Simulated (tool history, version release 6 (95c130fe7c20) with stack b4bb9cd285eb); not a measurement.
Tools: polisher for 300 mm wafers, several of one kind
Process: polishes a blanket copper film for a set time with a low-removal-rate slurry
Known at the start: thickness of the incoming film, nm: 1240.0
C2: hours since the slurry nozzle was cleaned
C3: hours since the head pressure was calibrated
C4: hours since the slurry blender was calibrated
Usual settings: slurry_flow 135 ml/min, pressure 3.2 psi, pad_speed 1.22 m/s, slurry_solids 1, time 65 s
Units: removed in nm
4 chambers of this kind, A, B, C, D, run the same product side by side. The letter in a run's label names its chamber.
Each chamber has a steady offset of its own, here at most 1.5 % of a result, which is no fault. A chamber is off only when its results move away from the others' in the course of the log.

-- hour=5.1 chamber D: worn pad replaced by a new one
-- hour=8.1 chamber A: slurry nozzle cleaned
run 1B hour=9.4 | slurry_flow=135 pressure=3.2 pad_speed=1.22 slurry_solids=1 time=65 | wafers_polished_on_this_pad=448 C2=554.3 C3=908.5 C4=258.9 | removed=229.2
run 2C hour=14.7 | slurry_flow=135 pressure=3.2 pad_speed=1.22 slurry_solids=1 time=65 | wafers_polished_on_this_pad=233 C2=600.9 C3=177.2 C4=89.5 | removed=233.85
run 3D hour=26.2 | slurry_flow=135 pressure=3.2 pad_speed=1.22 slurry_solids=1 time=65 | wafers_polished_on_this_pad=231 C2=127.3 C3=837.2 C4=441.5 | removed=231.57
run 4A hour=33.1 | slurry_flow=135 pressure=3.2 pad_speed=1.22 slurry_solids=1 time=65 | wafers_polished_on_this_pad=1007 C2=25 C3=797.3 C4=253.3 | removed=233.81
run 5B hour=40.6 | slurry_flow=135 pressure=3.2 pad_speed=1.22 slurry_solids=1 time=65 | wafers_polished_on_this_pad=790 C2=585.5 C3=939.7 C4=290.1 | removed=230.87
-- hour=43.1 chamber B: worn pad replaced by a new one
-- hour=50.8 chamber C: slurry nozzle cleaned
run 6C hour=50.8 | slurry_flow=135 pressure=3.2 pad_speed=1.22 slurry_solids=1 time=65 | wafers_polished_on_this_pad=628 C2=0.1 C3=213.3 C4=125.6 | removed=229.71
run 7A hour=59 | slurry_flow=135 pressure=3.2 pad_speed=1.22 slurry_solids=1 time=65 | wafers_polished_on_this_pad=1291 C2=50.9 C3=823.2 C4=279.2 | removed=233.06
-- hour=61.5 chamber A: worn pad replaced by a new one
run 8D hour=65 | slurry_flow=135 pressure=3.2 pad_speed=1.22 slurry_solids=1 time=65 | wafers_polished_on_this_pad=656 C2=166.1 C3=876 C4=480.3 | removed=228.86
run 9D hour=71.2 | slurry_flow=135 pressure=3.9 pad_speed=1.22 slurry_solids=1 time=82 | wafers_polished_on_this_pad=724 C2=172.3 C3=882.2 C4=486.5 | removed=352.15
-- hour=81.4 chamber C: worn pad replaced by a new one
run 10B hour=81.4 | slurry_flow=135 pressure=3.9 pad_speed=1.22 slurry_solids=1 time=82 | wafers_polished_on_this_pad=420 C2=626.3 C3=980.5 C4=330.9 | removed=358.04
-- hour=88.5 chamber D: worn pad replaced by a new one
run 11A hour=93 | slurry_flow=135 pressure=3.9 pad_speed=1.22 slurry_solids=1 time=82 | wafers_polished_on_this_pad=345 C2=84.9 C3=857.2 C4=313.2 | removed=359.3
run 12C hour=99 | slurry_flow=135 pressure=3.9 pad_speed=1.22 slurry_solids=1 time=82 | wafers_polished_on_this_pad=192 C2=48.3 C3=261.5 C4=173.8 | removed=356.29
-- hour=102.2 chamber B: slurry blender recalibrated
run 13C hour=107.2 | slurry_flow=135 pressure=3.2 pad_speed=1.22 slurry_solids=1 time=65 | wafers_polished_on_this_pad=282 C2=56.5 C3=269.7 C4=182 | removed=230.7
-- hour=112.7 chamber A: slurry blender recalibrated
run 14B hour=113.2 | slurry_flow=135 pressure=3.2 pad_speed=1 slurry_solids=0.75 time=65 | wafers_polished_on_this_pad=768 C2=658.1 C3=1012.3 C4=11.1 | removed=179.11
-- hour=115.8 chamber D: slurry blender recalibrated
run 15D hour=122.2 | slurry_flow=135 pressure=3.2 pad_speed=1 slurry_solids=0.75 time=65 | wafers_polished_on_this_pad=369 C2=223.3 C3=933.2 C4=6.4 | removed=177.64
-- hour=122.5 chamber B: worn pad replaced by a new one
run 16A hour=127.7 | slurry_flow=135 pressure=3.2 pad_speed=1 slurry_solids=0.75 time=65 | wafers_polished_on_this_pad=726 C2=119.6 C3=891.9 C4=15 | removed=181.99
run 17D hour=137.1 | slurry_flow=135 pressure=3.2 pad_speed=1 slurry_solids=0.75 time=65 | wafers_polished_on_this_pad=532 C2=238.2 C3=948.1 C4=21.3 | removed=177.09
run 18A hour=146.8 | slurry_flow=135 pressure=3.2 pad_speed=1.22 slurry_solids=1 time=65 | wafers_polished_on_this_pad=935 C2=138.7 C3=911 C4=34.1 | removed=233.13
run 19B hour=154 | slurry_flow=135 pressure=3.2 pad_speed=1.22 slurry_solids=1 time=65 | wafers_polished_on_this_pad=345 C2=698.9 C3=1053.1 C4=51.9 | removed=230.33
run 20C hour=161.6 | slurry_flow=135 pressure=3.2 pad_speed=0.82 slurry_solids=1 time=65 | wafers_polished_on_this_pad=878 C2=110.9 C3=324.1 C4=236.4 | removed=158.66
run 21C hour=167.4 | slurry_flow=135 pressure=3.2 pad_speed=0.82 slurry_solids=1 time=65 | wafers_polished_on_this_pad=942 C2=116.7 C3=329.9 C4=242.2 | removed=158.96
-- hour=167.6 chamber A: worn pad replaced by a new one
-- hour=168.9 chamber D: worn pad replaced by a new one
run 22B hour=177.1 | slurry_flow=135 pressure=3.2 pad_speed=0.82 slurry_solids=1 time=65 | wafers_polished_on_this_pad=598 C2=722 C3=1076.2 C4=75 | removed=153.8
-- hour=183 chamber C: worn pad replaced by a new one
run 23A hour=185.2 | slurry_flow=135 pressure=3.2 pad_speed=0.82 slurry_solids=1 time=65 | wafers_polished_on_this_pad=193 C2=177.1 C3=949.4 C4=72.5 | removed=157.35
-- hour=188.5 chamber B: worn pad replaced by a new one
run 24D hour=192.2 | slurry_flow=135 pressure=3.2 pad_speed=1.22 slurry_solids=1 time=65 | wafers_polished_on_this_pad=255 C2=293.3 C3=1003.2 C4=76.4 | removed=227.81
run 25C hour=201.9 | slurry_flow=135 pressure=3.2 pad_speed=1.22 slurry_solids=1 time=65 | wafers_polished_on_this_pad=208 C2=151.2 C3=364.4 C4=276.7 | removed=232.07
run 26A hour=207.3 | slurry_flow=135 pressure=3.2 pad_speed=1.22 slurry_solids=1 time=65 | wafers_polished_on_this_pad=435 C2=199.2 C3=971.5 C4=94.6 | removed=232.68
-- hour=213.6 chamber B: slurry nozzle cleaned
run 27B hour=215.8 | slurry_flow=135 pressure=2.3 pad_speed=1.22 slurry_solids=1.15 time=65 | wafers_polished_on_this_pad=299 C2=2.2 C3=1114.9 C4=113.7 | removed=175.78
run 28D hour=221.4 | slurry_flow=135 pressure=2.3 pad_speed=1.22 slurry_solids=1.15 time=65 | wafers_polished_on_this_pad=575 C2=322.5 C3=1032.4 C4=105.6 | removed=170.84
run 29C hour=227.2 | slurry_flow=135 pressure=2.3 pad_speed=1.22 slurry_solids=1.15 time=65 | wafers_polished_on_this_pad=485 C2=176.5 C3=389.7 C4=302 | removed=172.51
run 30D hour=237.5 | slurry_flow=135 pressure=2.3 pad_speed=1.22 slurry_solids=1.15 time=65 | wafers_polished_on_this_pad=751 C2=338.6 C3=1048.5 C4=121.7 | removed=169.64
run 31A hour=243.1 | slurry_flow=135 pressure=3.2 pad_speed=1.22 slurry_solids=1 time=65 | wafers_polished_on_this_pad=827 C2=235 C3=1007.3 C4=130.4 | removed=236.9
run 32B hour=253.8 | slurry_flow=135 pressure=3.2 pad_speed=1.22 slurry_solids=1 time=65 | wafers_polished_on_this_pad=716 C2=40.2 C3=1152.9 C4=151.7 | removed=232.29
-- hour=261.9 chamber A: worn pad replaced by a new one
-- hour=262.5 chamber D: worn pad replaced by a new one
run 33B hour=262.5 | slurry_flow=135 pressure=3.2 pad_speed=1.22 slurry_solids=1 time=65 | wafers_polished_on_this_pad=811 C2=48.9 C3=1161.6 C4=160.4 | removed=231.83
-- hour=265.4 chamber B: worn pad replaced by a new one
run 34C hour=272.3 | slurry_flow=135 pressure=3.2 pad_speed=1.22 slurry_solids=1 time=65 | wafers_polished_on_this_pad=979 C2=221.6 C3=434.8 C4=347.1 | removed=231.57
-- hour=280.9 chamber C: worn pad replaced by a new one
-- hour=282.2 chamber D: head pressure recalibrated
run 35A hour=284.1 | slurry_flow=135 pressure=3.2 pad_speed=1.22 slurry_solids=1 time=65 | wafers_polished_on_this_pad=243 C2=276 C3=1048.3 C4=171.4 | removed=235.2
run 36D hour=294.2 | slurry_flow=135 pressure=3.2 pad_speed=1.22 slurry_solids=1 time=65 | wafers_polished_on_this_pad=347 C2=395.3 C3=12.1 C4=178.4 | removed=227.43
run 37A hour=301.5 | slurry_flow=135 pressure=3.2 pad_speed=1.22 slurry_solids=1 time=65 | wafers_polished_on_this_pad=434 C2=293.4 C3=1065.7 C4=188.8 | removed=231.14
-- hour=312 chamber B: head pressure recalibrated
run 38C hour=312 | slurry_flow=135 pressure=3.2 pad_speed=1.22 slurry_solids=1 time=65 | wafers_polished_on_this_pad=340 C2=261.3 C3=474.5 C4=386.8 | removed=232.42
-- hour=317.6 chamber C: slurry blender recalibrated
run 39D hour=322.2 | slurry_flow=135 pressure=3.2 pad_speed=1.22 slurry_solids=1 time=65 | wafers_polished_on_this_pad=654 C2=423.3 C3=40.1 C4=206.4 | removed=227.43
run 40B hour=329.4 | slurry_flow=135 pressure=3.2 pad_speed=1.22 slurry_solids=1 time=65 | wafers_polished_on_this_pad=701 C2=115.8 C3=17.5 C4=227.3 | removed=232.75
-- hour=330.9 chamber B: worn pad replaced by a new one
-- hour=337.4 chamber D: worn pad replaced by a new one
run 41C hour=338 | slurry_flow=135 pressure=3.2 pad_speed=1.22 slurry_solids=1 time=65 | wafers_polished_on_this_pad=625 C2=287.3 C3=500.5 C4=20.5 | removed=231.1
run 42A hour=345.4 | slurry_flow=135 pressure=3.2 pad_speed=1.22 slurry_solids=1 time=65 | wafers_polished_on_this_pad=915 C2=337.3 C3=1109.6 C4=232.7 | removed=235.46
run 43B hour=352.9 | slurry_flow=135 pressure=3.2 pad_speed=1.22 slurry_solids=1 time=65 | wafers_polished_on_this_pad=240 C2=139.3 C3=41 C4=250.8 | removed=231.29
run 44D hour=364.3 | slurry_flow=135 pressure=3.2 pad_speed=1.02 slurry_solids=1 time=65 | wafers_polished_on_this_pad=295 C2=465.4 C3=82.2 C4=248.5 | removed=191.29

All 4 chambers run these settings next. Forecast each chamber's results:
run 45A hour=372.7 | slurry_flow=135 pressure=3.2 pad_speed=1.22 slurry_solids=1 time=65 | removed=?
run 45B hour=372.7 | slurry_flow=135 pressure=3.2 pad_speed=1.22 slurry_solids=1 time=65 | removed=?
run 45C hour=372.7 | slurry_flow=135 pressure=3.2 pad_speed=1.22 slurry_solids=1 time=65 | removed=?
run 45D hour=372.7 | slurry_flow=135 pressure=3.2 pad_speed=1.22 slurry_solids=1 time=65 | removed=?

run=45A removed=232.61
run=45B removed=232.34
run=45C removed=232.13
run=45D removed=226.84

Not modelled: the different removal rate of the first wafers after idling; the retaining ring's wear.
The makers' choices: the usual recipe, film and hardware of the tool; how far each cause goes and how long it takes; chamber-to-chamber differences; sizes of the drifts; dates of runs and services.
